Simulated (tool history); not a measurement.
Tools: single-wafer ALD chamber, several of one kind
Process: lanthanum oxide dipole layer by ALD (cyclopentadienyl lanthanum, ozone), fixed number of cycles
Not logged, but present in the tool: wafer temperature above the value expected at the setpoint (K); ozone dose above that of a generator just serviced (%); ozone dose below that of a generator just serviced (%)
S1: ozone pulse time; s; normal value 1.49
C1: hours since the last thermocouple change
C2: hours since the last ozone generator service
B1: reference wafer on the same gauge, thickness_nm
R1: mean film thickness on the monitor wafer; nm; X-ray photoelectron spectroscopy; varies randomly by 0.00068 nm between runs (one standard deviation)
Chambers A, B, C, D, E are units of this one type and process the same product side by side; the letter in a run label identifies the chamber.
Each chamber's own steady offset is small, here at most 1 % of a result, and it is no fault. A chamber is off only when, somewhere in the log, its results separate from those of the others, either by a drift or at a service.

{"run": "1E", "hour": 6.6, "S1": 1.49, "C1": 49.9, "C2": 444.7, "B1": 0.49514, "R1": 0.54914}
{"run": "2B", "hour": 14.5, "S1": 1.49, "C1": 1537.2, "C2": 309.2, "B1": 0.4951, "R1": 0.55118}
{"run": "3C", "hour": 19.2, "S1": 1.49, "C1": 1274.8, "C2": 84.0, "B1": 0.49526, "R1": 0.55399}
{"run": "4A", "hour": 26.7, "S1": 1.49, "C1": 967.6, "C2": 56.6, "B1": 0.49533, "R1": 0.54935}
{"run": "5D", "hour": 30.3, "S1": 1.49, "C1": 2345.8, "C2": 1309.7, "B1": 0.49541, "R1": 0.55093}
{"hour": 34.1, "done": "chamber E: ozone generator serviced"}
{"run": "6C", "hour": 36.6, "S1": 1.49, "C1": 1292.2, "C2": 101.4, "B1": 0.49537, "R1": 0.55396}
{"run": "7A", "hour": 42.4, "S1": 1.49, "C1": 983.3, "C2": 72.3, "B1": 0.49561, "R1": 0.54871}
{"run": "8D", "hour": 47.8, "S1": 1.49, "C1": 2363.3, "C2": 1327.2, "B1": 0.49571, "R1": 0.55147}
{"run": "9B", "hour": 53.6, "S1": 1.49, "C1": 1576.3, "C2": 348.3, "B1": 0.49564, "R1": 0.55186}
{"run": "10E", "hour": 58.2, "S1": 1.21, "C1": 101.5, "C2": 24.2, "B1": 0.49554, "R1": 0.52627}
{"run": "11E", "hour": 65.7, "S1": 1.21, "C1": 109.0, "C2": 31.7, "B1": 0.49575, "R1": 0.52737}
{"run": "12D", "hour": 69.8, "S1": 1.21, "C1": 2385.3, "C2": 1349.2, "B1": 0.49577, "R1": 0.53077}
{"run": "13C", "hour": 74.2, "S1": 1.21, "C1": 1329.8, "C2": 139.0, "B1": 0.4959, "R1": 0.5299}
{"run": "14B", "hour": 82.0, "S1": 1.21, "C1": 1604.7, "C2": 376.7, "B1": 0.49602, "R1": 0.53054}
{"run": "15A", "hour": 87.6, "S1": 1.49, "C1": 1028.5, "C2": 117.5, "B1": 0.49621, "R1": 0.54858}
{"run": "16B", "hour": 94.5, "S1": 1.49, "C1": 1617.2, "C2": 389.2, "B1": 0.49606, "R1": 0.55215}
{"run": "17D", "hour": 102.4, "S1": 1.49, "C1": 2417.9, "C2": 1381.8, "B1": 0.49614, "R1": 0.55142}
{"run": "18E", "hour": 106.9, "S1": 1.49, "C1": 150.2, "C2": 72.9, "B1": 0.49631, "R1": 0.5517}
{"run": "19A", "hour": 114.2, "S1": 1.49, "C1": 1055.1, "C2": 144.1, "B1": 0.4964, "R1": 0.54935}
{"run": "20C", "hour": 121.8, "S1": 2.05, "C1": 1377.4, "C2": 186.6, "B1": 0.49649, "R1": 0.57466}
{"run": "21C", "hour": 125.4, "S1": 2.05, "C1": 1381.0, "C2": 190.2, "B1": 0.49659, "R1": 0.57469}
{"run": "22A", "hour": 132.4, "S1": 2.05, "C1": 1073.3, "C2": 162.3, "B1": 0.49662, "R1": 0.56882}
{"run": "23D", "hour": 139.6, "S1": 2.05, "C1": 2455.1, "C2": 1419.0, "B1": 0.49669, "R1": 0.57119}
{"run": "24B", "hour": 145.0, "S1": 2.05, "C1": 1667.7, "C2": 439.7, "B1": 0.49671, "R1": 0.57263}
{"run": "25E", "hour": 152.6, "S1": 1.49, "C1": 195.9, "C2": 118.6, "B1": 0.49678, "R1": 0.55082}
{"run": "26E", "hour": 158.4, "S1": 1.49, "C1": 201.7, "C2": 124.4, "B1": 0.49688, "R1": 0.55035}
{"run": "27A", "hour": 164.9, "S1": 1.22, "C1": 1105.8, "C2": 194.8, "B1": 0.49698, "R1": 0.52985}
{"run": "28C", "hour": 171.8, "S1": 1.22, "C1": 1427.4, "C2": 236.6, "B1": 0.49698, "R1": 0.53343}
{"hour": 173.7, "done": "chamber D: thermocouple changed; heater temperature recalibrated"}
{"run": "29B", "hour": 176.4, "S1": 1.22, "C1": 1699.1, "C2": 471.1, "B1": 0.49698, "R1": 0.53316}
{"run": "30D", "hour": 181.3, "S1": 1.22, "C1": 7.6, "C2": 1460.7, "B1": 0.49726, "R1": 0.53184}
{"run": "31C", "hour": 185.2, "S1": 1.22, "C1": 1440.8, "C2": 250.0, "B1": 0.49713, "R1": 0.53574}
{"run": "32E", "hour": 189.1, "S1": 1.49, "C1": 232.4, "C2": 155.1, "B1": 0.4972, "R1": 0.55027}
{"run": "33A", "hour": 195.7, "S1": 1.49, "C1": 1136.6, "C2": 225.6, "B1": 0.49725, "R1": 0.55006}
{"run": "34D", "hour": 202.6, "S1": 1.49, "C1": 28.9, "C2": 1482.0, "B1": 0.49741, "R1": 0.55243}
{"run": "35B", "hour": 207.3, "S1": 1.49, "C1": 1730.0, "C2": 502.0, "B1": 0.4972, "R1": 0.55389}

Does one chamber stand apart from the rest, does the shared gauge drift, or is all well apart from small per-chamber offsets? Give the chamber and the most likely cause, where there is one.

The gauge drifts, so all chambers seem to drift together. No chamber is off.
Most likely cause: gauge reads high (%) = 0.507.
